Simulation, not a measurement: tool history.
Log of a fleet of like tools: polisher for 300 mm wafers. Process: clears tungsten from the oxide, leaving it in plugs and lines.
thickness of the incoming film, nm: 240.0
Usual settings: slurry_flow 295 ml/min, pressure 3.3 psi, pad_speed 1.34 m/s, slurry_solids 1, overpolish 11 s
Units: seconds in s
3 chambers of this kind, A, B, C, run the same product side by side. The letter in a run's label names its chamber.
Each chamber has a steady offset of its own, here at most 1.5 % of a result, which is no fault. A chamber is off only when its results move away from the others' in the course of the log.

run,hour,slurry_flow,pressure,pad_speed,slurry_solids,overpolish,seconds
# hour 7: chamber B: slurry tank refilled with fresh slurry and peroxide
# hour 9.8: chamber C: slurry blender recalibrated
1B,10.8,295,3.3,1.34,1,11,52.728
# hour 18.6: chamber A: head pressure recalibrated
2A,22.2,295,3.3,1.34,1,11,52.14
3C,30.4,295,3.3,1.34,1,11,53.251
4B,35.9,295,3.3,1.34,1,11,52.904
# hour 41.7: chamber C: slurry tank refilled with fresh slurry and peroxide
# hour 41.7: chamber B: worn pad replaced by a new one
5A,43,295,3.3,1.34,1,11,52.936
# hour 44.3: chamber B: slurry nozzle cleaned
6C,49.6,295,3.3,1.34,1,11,53.714
# hour 54.6: chamber C: worn pad replaced by a new one
7B,55.8,295,3.3,1.34,1,11,53.758
# hour 58: chamber A: worn pad replaced by a new one
8A,63.7,295,3.3,1.34,1,11,52.964
9C,69.1,295,3.3,1.34,1,11,54.39
10A,80.1,295,3.3,1.34,1,11,52.783
11B,88.7,295,3.3,1.34,1,11,52.269
# hour 93.2: chamber B: worn pad replaced by a new one
12C,100.3,245,3.3,1.34,1,11,55.19
13B,109.6,245,3.3,1.34,1,11,52.997
# hour 117.7: chamber C: slurry tank refilled with fresh slurry and peroxide
14A,118.8,245,3.3,1.34,1,11,55.107
# hour 120.5: chamber C: worn pad replaced by a new one
15C,125.8,295,3.3,1.34,1,11,53.607
# hour 133.8: chamber A: worn pad replaced by a new one
# hour 135.3: chamber B: slurry tank refilled with fresh slurry and peroxide
16C,136.9,240,3.3,1.34,0.75,11,58.054
# hour 142.6: chamber B: worn pad replaced by a new one
17A,145.9,240,3.3,1.34,0.75,11,59.979
18B,157.7,240,3.3,1.34,0.75,11,58.845
19B,167.1,210,4.4,1.34,1,11,40.626
20C,176.8,210,4.4,1.34,1,11,41.966
# hour 184.6: chamber C: worn pad replaced by a new one
21A,184.9,210,4.4,1.34,1,11,45.394
# hour 189: chamber B: worn pad replaced by a new one
# hour 191.4: chamber C: slurry tank refilled with fresh slurry and peroxide
22A,194.2,295,3.3,1.34,1,11,59.274
# hour 197.1: chamber B: slurry blender recalibrated
23B,201.4,295,3.3,1.34,1,11,52.853
# hour 208.2: chamber A: worn pad replaced by a new one
24C,212.5,295,3.3,1.34,1,11,55.118
# hour 220.8: chamber C: head pressure recalibrated
# hour 222.4: chamber C: slurry nozzle cleaned
25C,223,295,3.3,1.34,1,11,53.224
26B,229.6,295,3.3,1.34,1,11,53.057
27A,235.5,295,3.3,1.34,1,5,61.707
# hour 240.5: chamber B: worn pad replaced by a new one
28A,243.4,295,3.3,1.34,1,5,61.244
29B,250.3,295,3.3,1.34,1,5,53.322

Is one chamber off against the others, does the gauge drift, or is nothing wrong? If a chamber is off, say which, and what the likeliest cause is.

Chamber A drifts away from the others.
Cause: peroxide lost from the slurry, % = 34.9.

Here are 4 candidates for chamber A's next run, each the usual settings with a change, their results left as question marks. Which one brings its results back in line with what the others give on the usual settings?
In line means no further than this from the other chambers' mean on the usual settings: seconds 2.5 s
30A-1,259.2,295,3.3,1.84,1.05,11,?
30A-2,259.2,290,2.8,1.14,0.95,11,?
30A-3,259.2,290,3.3,1.16,0.95,11,?
30A-4,259.2,295,3.6,1.44,1,11,?

The other chambers' mean on the usual settings: seconds 53.294 s
run,seconds
30A-1,45.719
30A-2,88.359
30A-3,73.88
30A-4,54.064
30A-4 brings the chamber back in line.
